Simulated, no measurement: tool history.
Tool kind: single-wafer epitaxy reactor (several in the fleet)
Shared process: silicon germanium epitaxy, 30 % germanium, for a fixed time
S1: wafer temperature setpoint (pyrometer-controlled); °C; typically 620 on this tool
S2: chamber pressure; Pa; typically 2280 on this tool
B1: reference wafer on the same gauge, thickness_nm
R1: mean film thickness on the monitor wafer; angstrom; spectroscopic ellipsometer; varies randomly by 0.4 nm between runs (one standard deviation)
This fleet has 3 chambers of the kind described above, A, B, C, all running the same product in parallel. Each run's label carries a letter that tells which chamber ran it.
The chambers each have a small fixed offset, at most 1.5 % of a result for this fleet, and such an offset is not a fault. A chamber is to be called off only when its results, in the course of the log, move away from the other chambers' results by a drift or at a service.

{"run": "1A", "hour": 6.0, "S1": 620, "S2": 2280, "B1": 81.568, "R1": 794.32}
{"run": "2C", "hour": 15.8, "S1": 620, "S2": 2280, "B1": 81.516, "R1": 774.97}
{"run": "3B", "hour": 23.5, "S1": 620, "S2": 2280, "B1": 81.595, "R1": 800.45}
{"run": "4B", "hour": 28.8, "S1": 620, "S2": 2280, "B1": 81.522, "R1": 788.73}
{"run": "5C", "hour": 38.4, "S1": 620, "S2": 2280, "B1": 81.567, "R1": 777.19}
{"run": "6A", "hour": 47.8, "S1": 620, "S2": 2280, "B1": 81.6, "R1": 789.7}
{"run": "7C", "hour": 56.8, "S1": 620, "S2": 2280, "B1": 81.697, "R1": 786.45}
{"run": "8A", "hour": 65.9, "S1": 620, "S2": 2280, "B1": 81.496, "R1": 789.33}
{"hour": 69.0, "done": "chamber B: pyrometer calibrated"}
{"run": "9B", "hour": 75.5, "S1": 620, "S2": 2280, "B1": 81.571, "R1": 791.5}
{"run": "10B", "hour": 81.8, "S1": 620, "S2": 2280, "B1": 81.672, "R1": 788.63}
{"run": "11C", "hour": 88.2, "S1": 620, "S2": 1827, "B1": 81.62, "R1": 706.82}
{"run": "12A", "hour": 98.1, "S1": 620, "S2": 1827, "B1": 81.652, "R1": 722.55}
{"run": "13B", "hour": 108.6, "S1": 620, "S2": 1827, "B1": 81.691, "R1": 726.05}
{"run": "14C", "hour": 116.9, "S1": 620, "S2": 2280, "B1": 81.704, "R1": 772.86}
{"run": "15A", "hour": 126.1, "S1": 620, "S2": 2826, "B1": 81.579, "R1": 856.4}
{"run": "16A", "hour": 131.9, "S1": 620, "S2": 2826, "B1": 81.705, "R1": 862.61}
{"run": "17B", "hour": 141.1, "S1": 620, "S2": 2826, "B1": 81.583, "R1": 864.24}
{"run": "18C", "hour": 148.6, "S1": 620, "S2": 2280, "B1": 81.625, "R1": 773.91}
{"run": "19B", "hour": 158.7, "S1": 620, "S2": 2280, "B1": 81.552, "R1": 789.33}
{"run": "20C", "hour": 165.6, "S1": 620, "S2": 2280, "B1": 81.708, "R1": 762.21}
{"run": "21A", "hour": 172.9, "S1": 620, "S2": 2280, "B1": 81.585, "R1": 793.88}
{"run": "22A", "hour": 183.5, "S1": 625, "S2": 2280, "B1": 81.631, "R1": 858.5}
{"run": "23B", "hour": 191.6, "S1": 625, "S2": 2280, "B1": 81.656, "R1": 865.48}
{"run": "24C", "hour": 201.5, "S1": 625, "S2": 2280, "B1": 81.603, "R1": 838.79}
{"run": "25A", "hour": 213.4, "S1": 620, "S2": 2280, "B1": 81.535, "R1": 792.14}
{"run": "26C", "hour": 224.2, "S1": 620, "S2": 2280, "B1": 81.589, "R1": 765.88}
{"run": "27B", "hour": 233.0, "S1": 620, "S2": 2280, "B1": 81.628, "R1": 795.49}
{"run": "28B", "hour": 239.1, "S1": 620, "S2": 2280, "B1": 81.534, "R1": 794.91}
{"run": "29A", "hour": 245.8, "S1": 620, "S2": 2280, "B1": 81.562, "R1": 785.08}
{"run": "30C", "hour": 253.5, "S1": 620, "S2": 2280, "B1": 81.614, "R1": 755.9}
{"run": "31C", "hour": 262.3, "S1": 620, "S2": 2280, "B1": 81.562, "R1": 752.02}
{"run": "32A", "hour": 273.1, "S1": 620, "S2": 2280, "B1": 81.705, "R1": 799.14}
{"run": "33B", "hour": 279.6, "S1": 620, "S2": 2280, "B1": 81.751, "R1": 796.19}
{"run": "34B", "hour": 286.0, "S1": 620, "S2": 2280, "B1": 81.764, "R1": 792.14}
{"run": "35A", "hour": 292.0, "S1": 620, "S2": 2280, "B1": 81.52, "R1": 786.42}

What goes on in this fleet: one chamber off, a drifting gauge, or nothing beyond the chambers' own small offsets? Name the chamber and the cause, if any.

It is chamber C that slowly wanders off from its peers.
Likeliest cause: true pressure below the setpoint (%) = 7.
The log may not tell that from: wafer temperature below the value expected at the setpoint (K).

Below are 4 candidate recipes for chamber C's next run, each the usual settings with a change, their results shown as question marks. Which of them brings C's results back in line with what the other chambers give on the usual settings?
Allowed miss from the other chambers' usual-settings mean, per result, to count as in line: R1 14 angstrom
{"run": "36C-1", "hour": 300.5, "S1": 620, "S2": 2533, "R1": "?"}
{"run": "36C-2", "hour": 300.5, "S1": 618, "S2": 2253, "R1": "?"}
{"run": "36C-3", "hour": 300.5, "S1": 620, "S2": 2346, "R1": "?"}
{"run": "36C-4", "hour": 300.5, "S1": 620, "S2": 2213, "R1": "?"}

Average result of the remaining chambers running the usual settings: R1 790.87 angstrom
run=36C-1 R1=787.96
run=36C-2 R1=726.42
run=36C-3 R1=764.25
run=36C-4 R1=746.62
With 36C-1, the chamber falls back in line with the rest.
